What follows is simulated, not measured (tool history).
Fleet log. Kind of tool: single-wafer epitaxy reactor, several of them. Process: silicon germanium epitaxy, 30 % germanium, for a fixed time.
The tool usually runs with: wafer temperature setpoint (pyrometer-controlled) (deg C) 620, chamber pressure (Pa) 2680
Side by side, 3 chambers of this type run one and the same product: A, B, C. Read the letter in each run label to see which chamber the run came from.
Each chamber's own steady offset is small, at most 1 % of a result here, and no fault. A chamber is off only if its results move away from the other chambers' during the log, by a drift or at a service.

run,hour,wafer temperature setpoint (pyrometer-controlled) (deg C),chamber pressure (Pa),"read-back reference wafer on the same gauge, thickness_nm",mean film thickness on the monitor wafer (nm)
# hour 3.7: chamber B: capacitance manometer re-zeroed and calibrated
1A,8.1,620,2680,70.304,83.906
2B,23.3,620,2680,70.273,83.982
3C,34.0,620,2680,70.258,84.020
4B,42.4,620,2680,70.263,83.938
5C,50.9,630,2253,70.243,93.777
6A,59.3,630,2253,70.203,92.443
7C,71.4,630,2253,70.215,93.680
8A,85.1,620,2680,70.212,83.560
9B,95.5,620,3253,70.197,90.395
10A,102.7,620,3253,70.163,90.500
11C,112.1,620,3253,70.169,90.629
12B,121.8,620,2680,70.160,84.052
13B,130.5,620,2680,70.146,83.908
14A,142.3,620,2680,70.138,83.691
15C,158.6,620,2680,70.159,83.996
16A,169.1,620,2106,70.093,75.783
17B,178.3,620,2106,70.107,75.787
18C,193.6,620,2106,70.108,76.303
19A,207.6,620,2680,70.095,83.414
20C,217.2,620,2680,70.051,83.773
21B,227.6,620,2680,70.025,83.731
22B,237.9,620,2680,69.994,83.510
23A,253.4,620,2680,70.023,83.550
24C,262.0,620,2680,70.015,83.826
25B,276.3,620,2680,70.009,83.582
26A,291.7,620,2680,70.011,83.469
# hour 295.2: chamber B: pyrometer calibrated
27C,300.5,620,2680,69.975,83.679
# hour 315.9: chamber A: capacitance manometer re-zeroed and calibrated
28C,316.0,620,2680,69.928,83.908
29B,328.6,630,3120,69.959,105.100
30A,339.4,630,3120,69.915,104.840
31C,346.6,630,3120,69.938,106.100
32A,359.9,620,2680,69.929,83.279
33B,370.9,620,2680,69.926,83.549
34B,383.9,620,2680,69.881,83.431
35A,393.0,629,2680,69.873,96.974

Each of the 3 chambers runs these same settings next. Fill in every chamber's results:
36A,404.8,625,2680,,?
36B,404.8,625,2680,,?
36C,404.8,625,2680,,?

run,mean film thickness on the monitor wafer (nm)
36A,90.730
36B,91.012
36C,91.294
